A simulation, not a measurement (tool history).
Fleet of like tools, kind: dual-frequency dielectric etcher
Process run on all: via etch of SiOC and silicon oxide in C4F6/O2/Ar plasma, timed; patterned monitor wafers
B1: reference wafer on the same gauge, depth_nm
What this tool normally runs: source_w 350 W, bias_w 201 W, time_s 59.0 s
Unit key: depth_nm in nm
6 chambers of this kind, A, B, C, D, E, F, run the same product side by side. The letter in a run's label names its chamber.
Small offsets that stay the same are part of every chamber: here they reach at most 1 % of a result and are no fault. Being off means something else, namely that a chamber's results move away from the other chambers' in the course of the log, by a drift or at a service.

run 1A hour=4.2 | source_w=350 bias_w=201 time_s=59.0 | B1=58.684 | depth_nm=65.807
run 2B hour=11.9 | source_w=350 bias_w=201 time_s=59.0 | B1=58.632 | depth_nm=65.767
run 3C hour=17.6 | source_w=350 bias_w=201 time_s=59.0 | B1=58.717 | depth_nm=65.714
-- hour=24.0 chamber E: bias power generator calibrated
run 4E hour=25.4 | source_w=350 bias_w=201 time_s=59.0 | B1=58.697 | depth_nm=65.625
run 5F hour=32.9 | source_w=350 bias_w=201 time_s=59.0 | B1=58.713 | depth_nm=65.556
run 6D hour=41.6 | source_w=350 bias_w=201 time_s=59.0 | B1=58.762 | depth_nm=65.497
run 7E hour=50.2 | source_w=350 bias_w=201 time_s=59.0 | B1=58.664 | depth_nm=65.598
run 8B hour=56.4 | source_w=350 bias_w=201 time_s=59.0 | B1=58.740 | depth_nm=66.149
-- hour=61.2 chamber E: wet clean of the chamber
run 9D hour=63.6 | source_w=350 bias_w=201 time_s=59.0 | B1=58.651 | depth_nm=65.314
run 10C hour=72.0 | source_w=350 bias_w=201 time_s=59.0 | B1=58.707 | depth_nm=65.699
run 11A hour=78.2 | source_w=350 bias_w=201 time_s=59.0 | B1=58.644 | depth_nm=65.849
run 12F hour=85.6 | source_w=350 bias_w=201 time_s=59.0 | B1=58.643 | depth_nm=65.570
run 13E hour=91.4 | source_w=350 bias_w=201 time_s=59.0 | B1=58.679 | depth_nm=65.482
run 14A hour=95.6 | source_w=400 bias_w=167 time_s=59.0 | B1=58.734 | depth_nm=65.248
run 15F hour=100.2 | source_w=400 bias_w=167 time_s=59.0 | B1=58.735 | depth_nm=65.260
run 16D hour=105.5 | source_w=400 bias_w=167 time_s=59.0 | B1=58.662 | depth_nm=64.543
run 17C hour=111.2 | source_w=400 bias_w=167 time_s=59.0 | B1=58.705 | depth_nm=65.277
run 18B hour=116.8 | source_w=400 bias_w=167 time_s=59.0 | B1=58.682 | depth_nm=65.499
run 19F hour=125.5 | source_w=400 bias_w=167 time_s=59.0 | B1=58.694 | depth_nm=64.773
run 20B hour=132.5 | source_w=350 bias_w=201 time_s=59.0 | B1=58.726 | depth_nm=66.104
run 21A hour=137.9 | source_w=350 bias_w=201 time_s=59.0 | B1=58.710 | depth_nm=66.204
run 22C hour=146.6 | source_w=350 bias_w=201 time_s=59.0 | B1=58.758 | depth_nm=65.729
-- hour=147.0 chamber B: wet clean of the chamber
run 23D hour=154.0 | source_w=350 bias_w=201 time_s=59.0 | B1=58.725 | depth_nm=64.961
run 24E hour=162.1 | source_w=350 bias_w=201 time_s=59.0 | B1=58.715 | depth_nm=65.621
run 25F hour=166.3 | source_w=350 bias_w=201 time_s=59.0 | B1=58.763 | depth_nm=65.548
run 26D hour=172.1 | source_w=350 bias_w=201 time_s=59.0 | B1=58.678 | depth_nm=65.508
run 27A hour=176.0 | source_w=350 bias_w=201 time_s=59.0 | B1=58.747 | depth_nm=65.769
run 28C hour=181.9 | source_w=350 bias_w=201 time_s=59.0 | B1=58.638 | depth_nm=65.653
run 29E hour=188.1 | source_w=350 bias_w=201 time_s=59.0 | B1=58.702 | depth_nm=65.191
run 30B hour=193.2 | source_w=350 bias_w=201 time_s=59.0 | B1=58.723 | depth_nm=66.399
run 31D hour=199.5 | source_w=350 bias_w=201 time_s=59.0 | B1=58.691 | depth_nm=65.501
run 32E hour=204.6 | source_w=350 bias_w=201 time_s=59.0 | B1=58.685 | depth_nm=65.730
run 33C hour=210.0 | source_w=350 bias_w=201 time_s=59.0 | B1=58.762 | depth_nm=65.529
run 34F hour=216.4 | source_w=350 bias_w=201 time_s=59.0 | B1=58.655 | depth_nm=65.435
run 35A hour=222.5 | source_w=400 bias_w=220 time_s=59.0 | B1=58.716 | depth_nm=71.034
run 36B hour=230.7 | source_w=400 bias_w=220 time_s=59.0 | B1=58.710 | depth_nm=71.812
run 37E hour=238.8 | source_w=400 bias_w=220 time_s=59.0 | B1=58.647 | depth_nm=71.341

Each of the 6 chambers runs these same settings next. Fill in every chamber's results:
run 38A hour=245.2 | source_w=350 bias_w=201 time_s=52.5 | depth_nm=?
run 38B hour=245.2 | source_w=350 bias_w=201 time_s=52.5 | depth_nm=?
run 38C hour=245.2 | source_w=350 bias_w=201 time_s=52.5 | depth_nm=?
run 38D hour=245.2 | source_w=350 bias_w=201 time_s=52.5 | depth_nm=?
run 38E hour=245.2 | source_w=350 bias_w=201 time_s=52.5 | depth_nm=?
run 38F hour=245.2 | source_w=350 bias_w=201 time_s=52.5 | depth_nm=?

run=38A depth_nm=58.481
run=38B depth_nm=59.102
run=38C depth_nm=58.610
run=38D depth_nm=58.323
run=38E depth_nm=58.577
run=38F depth_nm=58.090
